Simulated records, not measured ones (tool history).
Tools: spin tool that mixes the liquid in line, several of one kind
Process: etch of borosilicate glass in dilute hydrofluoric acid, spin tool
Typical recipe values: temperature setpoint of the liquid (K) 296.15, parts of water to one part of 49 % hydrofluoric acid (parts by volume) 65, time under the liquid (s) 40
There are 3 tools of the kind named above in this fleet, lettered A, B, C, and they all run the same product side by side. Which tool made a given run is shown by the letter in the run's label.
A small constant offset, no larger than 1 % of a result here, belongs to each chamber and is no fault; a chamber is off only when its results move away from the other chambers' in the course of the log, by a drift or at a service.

| run | day | temperature setpoint of the liquid (K) | parts of water to one part of 49 % hydrofluoric acid (parts by volume) | time under the liquid (s) | read-back film thickness of the borosilicate glass reference wafer, read on the same gauge (nm) | thickness taken off the borosilicate glass on a monitor wafer (nm) |
|---|---|---|---|---|---|---|
| 1B | 0.138 | 296.15 | 65 | 40 | 110.03 | 24.593 |
| 2C | 0.3 | 296.15 | 65 | 40 | 110.02 | 24.129 |
| 3A | 0.533 | 296.15 | 65 | 40 | 109.99 | 24.601 |
| 4B | 0.8 | 296.15 | 65 | 40 | 110 | 24.595 |
| 5A | 1.05 | 296.15 | 65 | 40 | 109.95 | 24.373 |
| 6C | 1.212 | 296.15 | 65 | 40 | 109.99 | 24.412 |
| 7C | 1.492 | 296.15 | 65 | 40 | 110 | 24.344 |
| 8B | 1.662 | 296.15 | 65 | 40 | 109.98 | 24.703 |
| 9A | 1.821 | 296.15 | 65 | 40 | 110.01 | 24.451 |
| 10C | 2.108 | 296.15 | 55 | 65 | 110.02 | 46.927 |
| 11B | 2.338 | 296.15 | 55 | 65 | 109.99 | 47.55 |
| 12A | 2.538 | 296.15 | 55 | 65 | 110 | 47.674 |
| 13B | 2.762 | 296.15 | 65 | 40 | 110.02 | 24.613 |
| 14A | 2.971 | 296.15 | 65 | 20 | 110.03 | 12.082 |
| 15C | 3.2 | 296.15 | 65 | 20 | 110.02 | 12.007 |
| 16A | 3.383 | 296.15 | 65 | 20 | 110.02 | 12.09 |
| 17B | 3.567 | 296.15 | 65 | 40 | 110 | 24.654 |
| 18C | 3.738 | 296.15 | 65 | 40 | 110.03 | 23.743 |
| 19B | 3.925 | 296.15 | 65 | 40 | 110.01 | 24.738 |
| 20C | 4.075 | 296.15 | 65 | 40 | 110.01 | 23.73 |
| 21A | 4.317 | 296.15 | 65 | 40 | 110.04 | 24.814 |
| 22B | 4.579 | 296.15 | 65 | 40 | 110.02 | 24.495 |
| 23C | 4.729 | 296.15 | 65 | 40 | 109.95 | 23.532 |
| 24A | 4.942 | 296.15 | 65 | 40 | 109.98 | 24.167 |
| 25A | 5.15 | 296.15 | 65 | 40 | 110.02 | 24.208 |
| 26C | 5.283 | 296.15 | 85 | 40 | 110 | 17.172 |
| 27B | 5.521 | 296.15 | 85 | 40 | 110.05 | 18.131 |
| 28A | 5.779 | 296.15 | 85 | 40 | 110.01 | 18.266 |
| 29C | 6.033 | 296.15 | 65 | 40 | 109.98 | 23.253 |
| 30B | 6.317 | 292.65 | 65 | 50 | 109.99 | 26.385 |
| 31A | 6.583 | 292.65 | 65 | 50 | 110.04 | 26.081 |
| 32B | 6.729 | 292.65 | 65 | 50 | 110 | 26.323 |
| 33C | 6.904 | 296.15 | 65 | 40 | 110 | 22.411 |
| 34A | 7.075 | 296.15 | 65 | 40 | 110 | 24.277 |
| 35B | 7.25 | 296.15 | 65 | 40 | 110.03 | 24.516 |
| 36C | 7.412 | 296.15 | 75 | 55 | 110 | 26.505 |
| 37B | 7.704 | 296.15 | 75 | 55 | 110 | 28.463 |
| 38C | 7.85 | 296.15 | 75 | 55 | 109.99 | 26.559 |
| 39A | 8.083 | 296.15 | 65 | 40 | 110.03 | 24.132 |
| 40A | 8.338 | 296.15 | 65 | 40 | 109.99 | 24.506 |
| 41C | 8.604 | 296.15 | 65 | 40 | 110.02 | 21.987 |

All chambers now run identical settings, listed one chamber a line with results as question marks. What results will each chamber show?
| 42A | 8.817 | 296.15 | 65 | 40 |  | ? |
| 42B | 8.817 | 296.15 | 65 | 40 |  | ? |
| 42C | 8.817 | 296.15 | 65 | 40 |  | ? |

| run | thickness taken off the borosilicate glass on a monitor wafer (nm) |
|---|---|
| 42A | 24.57 |
| 42B | 24.584 |
| 42C | 22.053 |
